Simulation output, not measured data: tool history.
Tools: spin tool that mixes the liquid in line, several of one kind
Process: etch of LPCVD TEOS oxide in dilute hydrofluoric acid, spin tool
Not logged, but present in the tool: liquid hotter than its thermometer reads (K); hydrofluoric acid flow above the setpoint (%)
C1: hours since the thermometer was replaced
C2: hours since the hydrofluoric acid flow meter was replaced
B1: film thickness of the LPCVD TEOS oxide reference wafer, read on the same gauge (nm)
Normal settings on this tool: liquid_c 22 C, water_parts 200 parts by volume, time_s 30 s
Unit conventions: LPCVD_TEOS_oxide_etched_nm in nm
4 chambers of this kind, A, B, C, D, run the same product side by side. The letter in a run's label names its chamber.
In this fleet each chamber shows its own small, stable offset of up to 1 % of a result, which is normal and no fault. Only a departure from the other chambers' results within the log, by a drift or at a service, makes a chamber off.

Run 1C, day 0.121: usual settings; C1 29.8; C2 52.9; B1 120. Result: LPCVD_TEOS_oxide_etched_nm 6.929 nm.
Run 2A, day 0.271: usual settings; C1 329.6; C2 108.1; B1 120.02. Result: LPCVD_TEOS_oxide_etched_nm 6.905 nm.
Run 3B, day 0.412: usual settings; C1 736.1; C2 646.9; B1 120.02. Result: LPCVD_TEOS_oxide_etched_nm 6.9231 nm.
Run 4D, day 0.567: usual settings; C1 211.4; C2 576.6; B1 120.03. Result: LPCVD_TEOS_oxide_etched_nm 7.0593 nm.
Run 5C, day 0.746: usual settings; C1 44.8; C2 67.9; B1 120. Result: LPCVD_TEOS_oxide_etched_nm 6.9945 nm.
Run 6B, day 0.95: usual settings but liquid_c 18 C; C1 749; C2 659.8; B1 119.99. Result: LPCVD_TEOS_oxide_etched_nm 5.9212 nm.
Run 7D, day 1.175: usual settings but liquid_c 18 C; C1 226; C2 591.2; B1 120.04. Result: LPCVD_TEOS_oxide_etched_nm 5.9691 nm.
Run 8A, day 1.375: usual settings but liquid_c 18 C; C1 356.1; C2 134.6; B1 119.99. Result: LPCVD_TEOS_oxide_etched_nm 5.9734 nm.
Run 9A, day 1.604: usual settings but liquid_c 18 C; C1 361.6; C2 140.1; B1 119.99. Result: LPCVD_TEOS_oxide_etched_nm 5.9815 nm.
Run 10B, day 1.767: usual settings; C1 768.6; C2 679.4; B1 120.01. Result: LPCVD_TEOS_oxide_etched_nm 6.9434 nm.
Run 11D, day 1.954: usual settings; C1 244.7; C2 609.9; B1 120.01. Result: LPCVD_TEOS_oxide_etched_nm 6.9747 nm.
Run 12C, day 2.1: usual settings but time_s 20 s; C1 77.3; C2 100.4; B1 120.02. Result: LPCVD_TEOS_oxide_etched_nm 4.6502 nm.
Run 13B, day 2.283: usual settings but time_s 20 s; C1 781; C2 691.8; B1 120.02. Result: LPCVD_TEOS_oxide_etched_nm 4.6468 nm.
Run 14D, day 2.504: usual settings but time_s 20 s; C1 257.9; C2 623.1; B1 119.99. Result: LPCVD_TEOS_oxide_etched_nm 4.6278 nm.
Run 15C, day 2.738: usual settings but time_s 20 s; C1 92.6; C2 115.7; B1 119.98. Result: LPCVD_TEOS_oxide_etched_nm 4.6241 nm.
Run 16A, day 2.912: usual settings; C1 393; C2 171.5; B1 119.99. Result: LPCVD_TEOS_oxide_etched_nm 6.9908 nm.
Run 17A, day 3.05: usual settings; C1 396.3; C2 174.8; B1 119.99. Result: LPCVD_TEOS_oxide_etched_nm 7.1176 nm.
Run 18B, day 3.188: usual settings; C1 802.7; C2 713.5; B1 120.01. Result: LPCVD_TEOS_oxide_etched_nm 6.969 nm.
Run 19D, day 3.338: usual settings but time_s 25 s; C1 277.9; C2 643.1; B1 120.03. Result: LPCVD_TEOS_oxide_etched_nm 5.8181 nm.
Run 20C, day 3.45: usual settings but time_s 25 s; C1 109.7; C2 132.8; B1 120.02. Result: LPCVD_TEOS_oxide_etched_nm 5.8085 nm.
Run 21B, day 3.612: usual settings but time_s 25 s; C1 812.9; C2 723.7; B1 120.01. Result: LPCVD_TEOS_oxide_etched_nm 5.7755 nm.
Run 22A, day 3.742: usual settings but time_s 25 s; C1 412.9; C2 191.4; B1 119.99. Result: LPCVD_TEOS_oxide_etched_nm 5.9582 nm.
Run 23D, day 3.933: usual settings; C1 292.2; C2 657.4; B1 119.93. Result: LPCVD_TEOS_oxide_etched_nm 7.0749 nm.
Run 24C, day 4.117: usual settings; C1 125.7; C2 148.8; B1 119.99. Result: LPCVD_TEOS_oxide_etched_nm 6.9677 nm.
Run 25D, day 4.296: usual settings but water_parts 160 parts by volume; C1 300.9; C2 666.1; B1 120.01. Result: LPCVD_TEOS_oxide_etched_nm 9.1437 nm.
Run 26C, day 4.525: usual settings but water_parts 160 parts by volume; C1 135.5; C2 158.6; B1 120.01. Result: LPCVD_TEOS_oxide_etched_nm 9.0008 nm.
Run 27B, day 4.662: usual settings but water_parts 160 parts by volume; C1 838.1; C2 748.9; B1 120.01. Result: LPCVD_TEOS_oxide_etched_nm 9.0052 nm.
Run 28A, day 4.829: usual settings but water_parts 160 parts by volume; C1 439; C2 217.5; B1 120.04. Result: LPCVD_TEOS_oxide_etched_nm 9.5268 nm.
Run 29D, day 5.025: usual settings; C1 318.4; C2 683.6; B1 119.99. Result: LPCVD_TEOS_oxide_etched_nm 6.9791 nm.
Run 30B, day 5.138: usual settings; C1 849.5; C2 760.3; B1 119.99. Result: LPCVD_TEOS_oxide_etched_nm 6.9472 nm.
Run 31C, day 5.258: usual settings; C1 153.1; C2 176.2; B1 120.01. Result: LPCVD_TEOS_oxide_etched_nm 7.011 nm.
Run 32A, day 5.379: usual settings; C1 452.2; C2 230.7; B1 119.98. Result: LPCVD_TEOS_oxide_etched_nm 7.4175 nm.
Run 33C, day 5.504: usual settings; C1 159; C2 182.1; B1 120.01. Result: LPCVD_TEOS_oxide_etched_nm 6.9331 nm.
Run 34D, day 5.662: usual settings; C1 333.7; C2 698.9; B1 120.01. Result: LPCVD_TEOS_oxide_etched_nm 6.9311 nm.
Run 35B, day 5.796: usual settings but time_s 15 s; C1 865.3; C2 776.1; B1 119.97. Result: LPCVD_TEOS_oxide_etched_nm 3.4692 nm.
Run 36A, day 6.025: usual settings but time_s 15 s; C1 467.7; C2 246.2; B1 120.03. Result: LPCVD_TEOS_oxide_etched_nm 3.7162 nm.
Run 37B, day 6.254: usual settings but time_s 15 s; C1 876.3; C2 787.1; B1 120.03. Result: LPCVD_TEOS_oxide_etched_nm 3.5389 nm.
Run 38A, day 6.421: usual settings but time_s 15 s; C1 477.2; C2 255.7; B1 120.01. Result: LPCVD_TEOS_oxide_etched_nm 3.7074 nm.
Run 39D, day 6.629: usual settings; C1 356.9; C2 722.1; B1 120. Result: LPCVD_TEOS_oxide_etched_nm 7.0289 nm.
Run 40C, day 6.85: usual settings; C1 191.3; C2 214.4; B1 120. Result: LPCVD_TEOS_oxide_etched_nm 6.9522 nm.
Run 41B, day 7.058: usual settings; C1 895.6; C2 806.4; B1 120.02. Result: LPCVD_TEOS_oxide_etched_nm 6.9589 nm.

The same settings go to every chamber for the next run, one line per chamber below. Forecast the results for each:
Run 42A, day 7.229: usual settings but water_parts 270 parts by volume. Result: LPCVD_TEOS_oxide_etched_nm ?.
Run 42B, day 7.229: usual settings but water_parts 270 parts by volume. Result: LPCVD_TEOS_oxide_etched_nm ?.
Run 42C, day 7.229: usual settings but water_parts 270 parts by volume. Result: LPCVD_TEOS_oxide_etched_nm ?.
Run 42D, day 7.229: usual settings but water_parts 270 parts by volume. Result: LPCVD_TEOS_oxide_etched_nm ?.

run  LPCVD_TEOS_oxide_etched_nm
42A                      5.1084
42B                      4.7741
42C                      4.8087
42D                      4.8703
